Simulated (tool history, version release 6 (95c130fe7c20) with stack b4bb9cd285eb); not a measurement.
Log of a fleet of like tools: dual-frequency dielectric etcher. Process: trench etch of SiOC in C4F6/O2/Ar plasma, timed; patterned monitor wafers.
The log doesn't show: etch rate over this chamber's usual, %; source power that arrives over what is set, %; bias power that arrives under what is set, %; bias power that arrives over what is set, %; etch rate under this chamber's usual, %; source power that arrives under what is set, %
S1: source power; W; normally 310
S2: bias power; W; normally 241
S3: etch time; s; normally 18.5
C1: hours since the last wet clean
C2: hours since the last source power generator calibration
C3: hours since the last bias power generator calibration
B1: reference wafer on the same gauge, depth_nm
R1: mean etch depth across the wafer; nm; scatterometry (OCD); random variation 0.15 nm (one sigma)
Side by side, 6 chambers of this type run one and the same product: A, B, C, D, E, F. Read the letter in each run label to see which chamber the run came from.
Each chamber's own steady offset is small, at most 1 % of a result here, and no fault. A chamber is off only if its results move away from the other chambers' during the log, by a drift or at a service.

run	hour	S1	S2	S3	C1	C2	C3	B1	R1
1B	5.5	310	241	18.5	504.1	119.4	181.1	37.216	38.363
2D	9.4	310	241	18.5	153.8	2268.0	1126.7	37.197	38.907
3E	15.0	310	241	18.5	214.1	3049.8	1214.2	37.195	38.406
4F	18.8	310	241	18.5	215.5	2666.1	2126.5	37.195	38.261
# hour 20.7: chamber B: wet clean of the chamber
5C	25.3	310	241	18.5	94.7	267.0	2150.3	37.231	38.526
6A	29.7	310	241	18.5	205.1	2642.0	1881.4	37.200	38.046
7D	35.1	310	241	18.5	179.5	2293.7	1152.4	37.239	38.565
8E	38.1	310	241	18.5	237.2	3072.9	1237.3	37.235	38.618
9F	44.0	310	241	18.5	240.7	2691.3	2151.7	37.233	38.155
10C	50.5	310	241	18.5	119.9	292.2	2175.5	37.212	38.415
11B	56.3	310	241	18.5	35.6	170.2	231.9	37.185	38.115
12A	62.0	310	241	18.5	237.4	2674.3	1913.7	37.190	38.374
13B	67.6	360	241	16.0	46.9	181.5	243.2	37.210	35.190
14E	72.1	360	241	16.0	271.2	3106.9	1271.3	37.203	35.342
15A	77.5	360	241	16.0	252.9	2689.8	1929.2	37.212	35.202
16C	83.6	360	241	16.0	153.0	325.3	2208.6	37.201	35.277
# hour 87.7: chamber E: source power generator calibrated
17F	90.5	360	241	16.0	287.2	2737.8	2198.2	37.193	34.954
18D	96.6	360	241	16.0	241.0	2355.2	1213.9	37.164	35.294
19F	102.4	310	241	18.5	299.1	2749.7	2210.1	37.168	37.905
20D	108.7	310	241	18.5	253.1	2367.3	1226.0	37.189	38.462
21C	112.7	310	241	18.5	182.1	354.4	2237.7	37.235	38.497
22A	117.2	310	241	18.5	292.6	2729.5	1968.9	37.223	38.719
23E	121.5	310	241	18.5	320.6	33.8	1320.7	37.156	38.593
24B	125.7	310	241	18.5	105.0	239.6	301.3	37.165	38.471
25A	130.0	310	241	18.5	305.4	2742.3	1981.7	37.169	39.318
26D	136.6	310	241	18.5	281.0	2395.2	1253.9	37.195	38.530
27E	141.1	310	215	18.5	340.2	53.4	1340.3	37.200	37.004
28B	144.1	310	215	18.5	123.4	258.0	319.7	37.210	36.776
29C	148.6	310	215	18.5	218.0	390.3	2273.6	37.201	36.975
30F	154.9	310	215	18.5	351.6	2802.2	2262.6	37.193	36.957
31A	158.7	310	215	18.5	334.1	2771.0	2010.4	37.163	37.704
32F	162.0	310	215	18.5	358.7	2809.3	2269.7	37.150	36.690
33D	166.5	310	241	18.5	310.9	2425.1	1283.8	37.185	38.527
34E	172.3	310	241	18.5	371.4	84.6	1371.5	37.170	38.719
35C	175.9	310	241	18.5	245.3	417.6	2300.9	37.184	38.544
36B	181.3	310	241	18.5	160.6	295.2	356.9	37.168	38.327

What goes on in this fleet: one chamber off, a drifting gauge, or nothing beyond the chambers' own small offsets? Name the chamber and the cause, if any.

One chamber, A, drifts off from the rest bit by bit.
Cause: etch rate over this chamber's usual, % = 3.91.

Below are 4 candidate recipes for chamber A's next run, each the usual settings with a change, their results shown as question marks. Which of them brings A's results back in line with what the other chambers give on the usual settings?
In-line tolerance around the mean of the other chambers on the usual settings: R1 0.530 nm
37A-1	186.2	300	241	17.5					?
37A-2	186.2	320	244	19.5					?
37A-3	186.2	310	265	18.5					?
37A-4	186.2	310	217	18.5					?

The mean the other chambers reach with the usual settings: R1 38.423 nm
run	R1
37A-1	37.280
37A-2	42.743
37A-3	41.227
37A-4	38.508
It is 37A-4 that realigns the chamber with its peers.

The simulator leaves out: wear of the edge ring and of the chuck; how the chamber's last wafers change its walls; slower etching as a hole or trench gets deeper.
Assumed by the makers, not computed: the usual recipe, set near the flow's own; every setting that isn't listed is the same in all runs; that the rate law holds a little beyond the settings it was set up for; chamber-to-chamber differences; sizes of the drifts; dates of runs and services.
